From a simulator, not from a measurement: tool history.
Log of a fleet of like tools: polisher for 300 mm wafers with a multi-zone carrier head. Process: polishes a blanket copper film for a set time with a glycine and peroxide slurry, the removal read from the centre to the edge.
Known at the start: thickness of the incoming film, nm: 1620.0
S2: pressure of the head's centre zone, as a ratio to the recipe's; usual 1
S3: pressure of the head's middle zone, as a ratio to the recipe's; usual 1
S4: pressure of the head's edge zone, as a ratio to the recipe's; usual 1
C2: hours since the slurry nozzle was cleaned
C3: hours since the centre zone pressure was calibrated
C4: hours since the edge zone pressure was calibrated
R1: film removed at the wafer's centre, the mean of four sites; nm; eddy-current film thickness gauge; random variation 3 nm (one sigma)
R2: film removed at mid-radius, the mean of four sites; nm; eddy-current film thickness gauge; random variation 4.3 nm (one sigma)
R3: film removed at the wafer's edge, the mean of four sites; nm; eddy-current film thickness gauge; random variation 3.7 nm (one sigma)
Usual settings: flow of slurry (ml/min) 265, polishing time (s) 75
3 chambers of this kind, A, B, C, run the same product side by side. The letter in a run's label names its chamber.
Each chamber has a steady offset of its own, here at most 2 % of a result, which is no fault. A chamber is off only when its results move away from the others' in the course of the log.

{"run": "1C", "day": 0.238, "flow of slurry (ml/min)": 265, "S2": 1, "S3": 1, "S4": 1, "polishing time (s)": 75, "wafers polished on this pad": 379, "C2": 679.6, "C3": 413, "C4": 562.9, "R1": 327.23, "R2": 331.04, "R3": 330.59}
{"run": "2A", "day": 0.454, "flow of slurry (ml/min)": 265, "S2": 1, "S3": 1, "S4": 1, "polishing time (s)": 75, "wafers polished on this pad": 1043, "C2": 31.2, "C3": 192.5, "C4": 106.2, "R1": 330.11, "R2": 326.82, "R3": 323.24}
{"run": "3B", "day": 0.671, "flow of slurry (ml/min)": 265, "S2": 1, "S3": 1, "S4": 1, "polishing time (s)": 75, "wafers polished on this pad": 298, "C2": 99, "C3": 437.7, "C4": 388.8, "R1": 326.55, "R2": 327.17, "R3": 334.3}
{"run": "4C", "day": 1.033, "flow of slurry (ml/min)": 265, "S2": 1, "S3": 1, "S4": 1, "polishing time (s)": 75, "wafers polished on this pad": 640, "C2": 698.7, "C3": 432.1, "C4": 582, "R1": 329.4, "R2": 333.58, "R3": 327.02}
{"run": "5B", "day": 1.2, "flow of slurry (ml/min)": 265, "S2": 1, "S3": 1, "S4": 1, "polishing time (s)": 75, "wafers polished on this pad": 472, "C2": 111.7, "C3": 450.4, "C4": 401.5, "R1": 333.1, "R2": 333.43, "R3": 328.02}
{"day": 1.354, "done": "chamber A: worn pad replaced by a new one"}
{"day": 1.4, "done": "chamber C: worn pad replaced by a new one"}
{"run": "6A", "day": 1.571, "flow of slurry (ml/min)": 265, "S2": 1, "S3": 1, "S4": 1, "polishing time (s)": 75, "wafers polished on this pad": 71, "C2": 58, "C3": 219.3, "C4": 133, "R1": 325.21, "R2": 329.78, "R3": 322.73}
{"run": "7B", "day": 1.9, "flow of slurry (ml/min)": 265, "S2": 1, "S3": 1, "S4": 1, "polishing time (s)": 75, "wafers polished on this pad": 703, "C2": 128.5, "C3": 467.2, "C4": 418.3, "R1": 331.98, "R2": 333.67, "R3": 328.28}
{"run": "8A", "day": 2.183, "flow of slurry (ml/min)": 265, "S2": 1, "S3": 1, "S4": 1, "polishing time (s)": 75, "wafers polished on this pad": 273, "C2": 72.7, "C3": 234, "C4": 147.7, "R1": 330.21, "R2": 336.11, "R3": 325.23}
{"run": "9C", "day": 2.383, "flow of slurry (ml/min)": 265, "S2": 1, "S3": 1, "S4": 1, "polishing time (s)": 75, "wafers polished on this pad": 323, "C2": 731.1, "C3": 464.5, "C4": 614.4, "R1": 331, "R2": 330, "R3": 330.45}
{"run": "10A", "day": 2.608, "flow of slurry (ml/min)": 265, "S2": 1, "S3": 1, "S4": 1, "polishing time (s)": 75, "wafers polished on this pad": 413, "C2": 82.9, "C3": 244.2, "C4": 157.9, "R1": 327.42, "R2": 341.49, "R3": 329.71}
{"day": 2.675, "done": "chamber B: worn pad replaced by a new one"}
{"run": "11B", "day": 2.775, "flow of slurry (ml/min)": 265, "S2": 1, "S3": 1, "S4": 1, "polishing time (s)": 75, "wafers polished on this pad": 32, "C2": 149.5, "C3": 488.2, "C4": 439.3, "R1": 324.19, "R2": 319.78, "R3": 325.15}
{"run": "12C", "day": 3.104, "flow of slurry (ml/min)": 265, "S2": 1, "S3": 1, "S4": 1, "polishing time (s)": 75, "wafers polished on this pad": 560, "C2": 748.4, "C3": 481.8, "C4": 631.7, "R1": 327.48, "R2": 332.31, "R3": 333.75}
{"run": "13B", "day": 3.404, "flow of slurry (ml/min)": 265, "S2": 1, "S3": 1, "S4": 1, "polishing time (s)": 75, "wafers polished on this pad": 239, "C2": 164.6, "C3": 503.3, "C4": 454.4, "R1": 323.81, "R2": 331.93, "R3": 330.48}
{"run": "14A", "day": 3.571, "flow of slurry (ml/min)": 265, "S2": 1, "S3": 1, "S4": 1, "polishing time (s)": 75, "wafers polished on this pad": 729, "C2": 106, "C3": 267.3, "C4": 181, "R1": 324.83, "R2": 330.2, "R3": 324.06}
{"run": "15C", "day": 3.812, "flow of slurry (ml/min)": 265, "S2": 1, "S3": 1, "S4": 1, "polishing time (s)": 75, "wafers polished on this pad": 793, "C2": 765.4, "C3": 498.8, "C4": 648.7, "R1": 331.53, "R2": 325.14, "R3": 331.92}
{"day": 3.821, "done": "chamber C: worn pad replaced by a new one"}
{"run": "16C", "day": 4.142, "flow of slurry (ml/min)": 265, "S2": 1, "S3": 1, "S4": 1, "polishing time (s)": 75, "wafers polished on this pad": 106, "C2": 773.3, "C3": 506.7, "C4": 656.6, "R1": 327.9, "R2": 324.53, "R3": 324.91}
{"run": "17B", "day": 4.425, "flow of slurry (ml/min)": 265, "S2": 1, "S3": 1, "S4": 1, "polishing time (s)": 75, "wafers polished on this pad": 575, "C2": 189.1, "C3": 527.8, "C4": 478.9, "R1": 322.94, "R2": 328.75, "R3": 327.64}
{"run": "18A", "day": 4.704, "flow of slurry (ml/min)": 265, "S2": 1, "S3": 1, "S4": 1, "polishing time (s)": 75, "wafers polished on this pad": 1102, "C2": 133.2, "C3": 294.5, "C4": 208.2, "R1": 327.15, "R2": 327.19, "R3": 320.9}
{"run": "19C", "day": 4.875, "flow of slurry (ml/min)": 265, "S2": 1, "S3": 1, "S4": 1, "polishing time (s)": 89, "wafers polished on this pad": 347, "C2": 790.9, "C3": 524.3, "C4": 674.2, "R1": 390.67, "R2": 398.16, "R3": 384.5}
{"run": "20A", "day": 5.075, "flow of slurry (ml/min)": 265, "S2": 1, "S3": 1, "S4": 1, "polishing time (s)": 89, "wafers polished on this pad": 1224, "C2": 142.1, "C3": 303.4, "C4": 217.1, "R1": 387.41, "R2": 392.58, "R3": 379.52}
{"day": 5.204, "done": "chamber A: worn pad replaced by a new one"}
{"run": "21B", "day": 5.329, "flow of slurry (ml/min)": 265, "S2": 1, "S3": 1, "S4": 1, "polishing time (s)": 89, "wafers polished on this pad": 873, "C2": 210.8, "C3": 549.5, "C4": 500.6, "R1": 371.48, "R2": 380.45, "R3": 378.92}
{"run": "22A", "day": 5.533, "flow of slurry (ml/min)": 265, "S2": 1, "S3": 1, "S4": 1, "polishing time (s)": 75, "wafers polished on this pad": 108, "C2": 153.1, "C3": 314.4, "C4": 228.1, "R1": 323.83, "R2": 325.48, "R3": 329.12}
{"run": "23B", "day": 5.788, "flow of slurry (ml/min)": 265, "S2": 1, "S3": 1, "S4": 1, "polishing time (s)": 75, "wafers polished on this pad": 1024, "C2": 221.8, "C3": 560.5, "C4": 511.6, "R1": 311.18, "R2": 311.11, "R3": 317.37}
{"run": "24C", "day": 6.071, "flow of slurry (ml/min)": 265, "S2": 1, "S3": 1, "S4": 1, "polishing time (s)": 75, "wafers polished on this pad": 741, "C2": 819.6, "C3": 553, "C4": 702.9, "R1": 322.03, "R2": 327.99, "R3": 329.38}
{"day": 6.212, "done": "chamber B: worn pad replaced by a new one"}
{"run": "25B", "day": 6.308, "flow of slurry (ml/min)": 265, "S2": 1, "S3": 1, "S4": 1, "polishing time (s)": 75, "wafers polished on this pad": 32, "C2": 234.3, "C3": 573, "C4": 524.1, "R1": 310.39, "R2": 306.74, "R3": 316.64}

Is one chamber off against the others, does the gauge drift, or is nothing wrong? If a chamber is off, say which, and what the likeliest cause is.

Chamber B drifts away from the others.
Cause: slurry flow missing at the pad, % = 39.8.

Here are 4 candidates for chamber B's next run, each the usual settings with a change, their results left as question marks. Which one brings its results back in line with what the others give on the usual settings?
In line means no further than this from the other chambers' mean on the usual settings: R1 10 nm; R2 15 nm; R3 13 nm
{"run": "26B-1", "day": 6.579, "flow of slurry (ml/min)": 265, "S2": 1, "S3": 1, "S4": 1, "polishing time (s)": 74, "R1": "?", "R2": "?", "R3": "?"}
{"run": "26B-2", "day": 6.579, "flow of slurry (ml/min)": 260, "S2": 0.98, "S3": 0.98, "S4": 1.02, "polishing time (s)": 72, "R1": "?", "R2": "?", "R3": "?"}
{"run": "26B-3", "day": 6.579, "flow of slurry (ml/min)": 270, "S2": 1.02, "S3": 1.02, "S4": 0.98, "polishing time (s)": 78, "R1": "?", "R2": "?", "R3": "?"}
{"run": "26B-4", "day": 6.579, "flow of slurry (ml/min)": 265, "S2": 1, "S3": 1, "S4": 1, "polishing time (s)": 76, "R1": "?", "R2": "?", "R3": "?"}

The other chambers' mean on the usual settings: R1 327.6 nm; R2 328.33 nm; R3 324.47 nm
run=26B-1 R1=301.47 R2=308.08 R3=310.9
run=26B-2 R1=285.74 R2=293.35 R3=304.96
run=26B-3 R1=326 R2=331.68 R3=324.97
run=26B-4 R1=309.62 R2=316.41 R3=319.3
26B-3 brings the chamber back in line.
